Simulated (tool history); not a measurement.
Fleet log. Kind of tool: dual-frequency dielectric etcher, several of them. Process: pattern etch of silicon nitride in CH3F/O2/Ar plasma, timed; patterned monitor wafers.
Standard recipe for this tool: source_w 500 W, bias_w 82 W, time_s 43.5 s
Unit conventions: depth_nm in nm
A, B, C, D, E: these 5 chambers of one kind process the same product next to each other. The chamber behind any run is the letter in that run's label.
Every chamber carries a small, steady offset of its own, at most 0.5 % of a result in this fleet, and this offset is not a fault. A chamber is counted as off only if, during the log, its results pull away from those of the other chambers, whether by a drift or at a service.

run   hour  source_w  bias_w  time_s  hours since the last wet clean  hours since the last source power generator calibration  hours since the last bias power generator calibration  read-back reference wafer on the same gauge, depth_nm  depth_nm
 1B    3.0       500      82    43.5                           278.1                                                   2546.2                                                  724.0                                                 40.183    34.904
 2D    4.9       500      82    43.5                            82.2                                                    769.1                                                 2100.5                                                 40.175    34.564
 3C    9.2       500      82    43.5                           184.4                                                   3518.6                                                 3401.7                                                 40.182    34.738
       9.8  -- chamber C: source power generator calibrated
 4E   11.3       500      82    43.5                            61.1                                                   1858.7                                                  569.4                                                 40.180    34.855
 5A   15.0       500      82    43.5                           412.0                                                   1821.3                                                 1218.0                                                 40.183    34.518
 6B   17.3       500      91    54.0                           292.4                                                   2560.5                                                  738.3                                                 40.174    44.699
 7C   20.2       500      91    54.0                           195.4                                                     10.4                                                 3412.7                                                 40.157    44.608
 8D   23.9       500      91    54.0                           101.2                                                    788.1                                                 2119.5                                                 40.164    44.513
 9E   26.7       500      91    54.0                            76.5                                                   1874.1                                                  584.8                                                 40.163    44.570
10A   30.8       500      91    54.0                           427.8                                                   1837.1                                                 1233.8                                                 40.139    44.532
11C   34.5       500      96    43.5                           209.7                                                     24.7                                                 3427.0                                                 40.141    36.545
12D   36.9       500      96    43.5                           114.2                                                    801.1                                                 2132.5                                                 40.138    36.508
13A   40.9       500      96    43.5                           437.9                                                   1847.2                                                 1243.9                                                 40.125    36.376
14E   44.1       500      96    43.5                            93.9                                                   1891.5                                                  602.2                                                 40.114    36.705
15B   47.6       500      96    43.5                           322.7                                                   2590.8                                                  768.6                                                 40.111    36.708
      49.9  -- chamber A: wet clean of the chamber
16C   49.9       500      82    43.5                           225.1                                                     40.1                                                 3442.4                                                 40.121    34.645
17B   53.4       430      82    43.5                           328.5                                                   2596.6                                                  774.4                                                 40.097    32.737
18D   55.7       430      82    43.5                           133.0                                                    819.9                                                 2151.3                                                 40.094    32.577
      59.4  -- chamber B: source power generator calibrated
19E   60.0       430      82    43.5                           109.8                                                   1907.4                                                  618.1                                                 40.076    32.814
20A   62.2       430      82    43.5                            12.4                                                   1868.5                                                 1265.2                                                 40.085    32.577
21D   64.9       430      82    43.5                           142.2                                                    829.1                                                 2160.5                                                 40.069    32.594
22B   68.4       500      82    43.5                           343.5                                                      9.1                                                  789.4                                                 40.063    34.679
23E   71.5       500      82    43.5                           121.3                                                   1918.9                                                  629.6                                                 40.064    34.682
24A   74.2       500      82    43.5                            24.4                                                   1880.5                                                 1277.2                                                 40.074    34.400
25C   77.4       500      82    43.5                           252.6                                                     67.6                                                 3469.9                                                 40.073    34.482
26C   81.7       500      82    43.5                           256.9                                                     71.9                                                 3474.2                                                 40.044    34.476
27E   84.0       500      82    43.5                           133.8                                                   1931.4                                                  642.1                                                 40.032    34.639
28B   87.8       500      82    43.5                           362.9                                                     28.5                                                  808.8                                                 40.036    34.719
29A   91.2       500      90    35.5                            41.4                                                   1897.5                                                 1294.2                                                 40.038    29.020
30D   94.1       500      90    35.5                           171.4                                                    858.3                                                 2189.7                                                 40.036    29.072
31A   97.4       500      90    35.5                            47.6                                                   1903.7                                                 1300.4                                                 40.025    29.024
32C  101.1       500      90    35.5                           276.3                                                     91.3                                                 3493.6                                                 40.018    29.097
33E  104.7       500      90    35.5                           154.5                                                   1952.1                                                  662.8                                                 40.021    29.169
34B  109.0       500      82    43.5                           384.1                                                     49.7                                                  830.0                                                 40.003    34.546
35D  112.4       500      82    43.5                           189.7                                                    876.6                                                 2208.0                                                 39.996    34.303
36E  114.7       500      82    43.5                           164.5                                                   1962.1                                                  672.8                                                 39.997    34.604
37C  119.0       500      82    43.5                           294.2                                                    109.2                                                 3511.5                                                 39.980    34.457
38D  121.3       500      82    43.5                           198.6                                                    885.5                                                 2216.9                                                 39.966    34.353
39A  123.6       500      82    43.5                            73.8                                                   1929.9                                                 1326.6                                                 39.977    34.402
40B  126.8       500      82    43.5                           401.9                                                     67.5                                                  847.8                                                 39.958    34.500
41A  131.1       500      82    43.5                            81.3                                                   1937.4                                                 1334.1                                                 39.966    34.329
42D  134.0       500      82    43.5                           211.3                                                    898.2                                                 2229.6                                                 39.940    34.275
43C  136.8       500      65    50.0                           312.0                                                    127.0                                                 3529.3                                                 39.937    36.748

One chamber off, gauge drift, or nothing amiss beyond the chambers' own small offsets? If it is a chamber, which one, and what is the likeliest cause?

The gauge drifts, so all chambers seem to drift together. No chamber is off.
Cause: gauge reads low (%) = 0.643.
